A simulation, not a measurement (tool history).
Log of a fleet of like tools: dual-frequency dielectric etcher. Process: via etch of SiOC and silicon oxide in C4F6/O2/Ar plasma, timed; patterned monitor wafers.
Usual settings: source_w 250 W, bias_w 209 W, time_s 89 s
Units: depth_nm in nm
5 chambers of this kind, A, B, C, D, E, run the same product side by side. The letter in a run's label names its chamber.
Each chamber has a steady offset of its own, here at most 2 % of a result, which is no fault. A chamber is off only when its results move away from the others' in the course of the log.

run	day	source_w	bias_w	time_s	read-back reference wafer on the same gauge, depth_nm	depth_nm
1E	0.417	250	209	89	103.92	88.369
# day 0.462: chamber D: wet clean of the chamber
2A	1.046	250	209	89	104.13	89.264
3C	1.7	250	209	89	103.88	87.164
4D	2.096	250	209	89	104.04	87.995
5B	2.654	250	209	89	103.92	89.347
6D	3.092	250	209	89	104	88.009
7B	3.704	250	209	89	103.85	90.53
8E	4.096	250	209	89	103.98	88.1
9C	4.467	250	209	89	104.05	88.379
10A	5.129	250	209	89	103.91	88.608
11E	5.646	250	209	89	104.02	87.368
12A	6.146	250	209	89	103.85	88.672
13C	6.633	250	209	89	103.96	87.844
14D	7.092	250	209	89	104.15	87.566
# day 7.575: chamber A: wet clean of the chamber
15B	7.629	250	209	89	104.02	89.853
# day 7.892: chamber B: wet clean of the chamber
16E	8.188	250	209	89	103.92	88.807
17D	8.821	250	209	89	104.03	88.623
18C	9.496	250	209	89	103.95	85.81
19B	10.112	250	209	89	103.84	91.197
20A	10.571	250	209	89	104.02	89.84
21C	11.142	250	209	89	103.89	86.155
# day 11.362: chamber E: wet clean of the chamber
22B	11.55	250	209	89	103.98	89.346
23E	12.15	250	209	89	104.08	87.481
24A	12.729	250	228	89	104.07	91.586
25D	13.346	250	228	89	104.02	90.829
26C	13.817	250	228	89	103.94	87.694
27B	14.229	250	228	89	103.91	92.538
28E	14.858	250	228	89	104.03	91.111
29A	15.404	250	209	108.5	104.22	107.88
30D	15.958	250	209	108.5	103.9	107.71
# day 16.379: chamber E: source power generator calibrated
31E	16.512	250	209	108.5	103.97	108.39
32B	17.042	250	209	108.5	103.97	109.41
33C	17.625	250	209	108.5	104.05	104.7
34D	18.208	200	209	89	103.92	80.944
35A	18.842	200	209	89	103.87	81.989
36C	19.425	200	209	89	103.98	76.77
37A	19.946	200	209	89	103.94	81.324
38D	20.404	200	209	89	103.94	81.149

Next, every chamber runs the same settings. What will each give?
39A	20.9	250	209	109		?
39B	20.9	250	209	109		?
39C	20.9	250	209	109		?
39D	20.9	250	209	109		?
39E	20.9	250	209	109		?

run	depth_nm
39A	107.04
39B	110.64
39C	104.76
39D	107.66
39E	108.26

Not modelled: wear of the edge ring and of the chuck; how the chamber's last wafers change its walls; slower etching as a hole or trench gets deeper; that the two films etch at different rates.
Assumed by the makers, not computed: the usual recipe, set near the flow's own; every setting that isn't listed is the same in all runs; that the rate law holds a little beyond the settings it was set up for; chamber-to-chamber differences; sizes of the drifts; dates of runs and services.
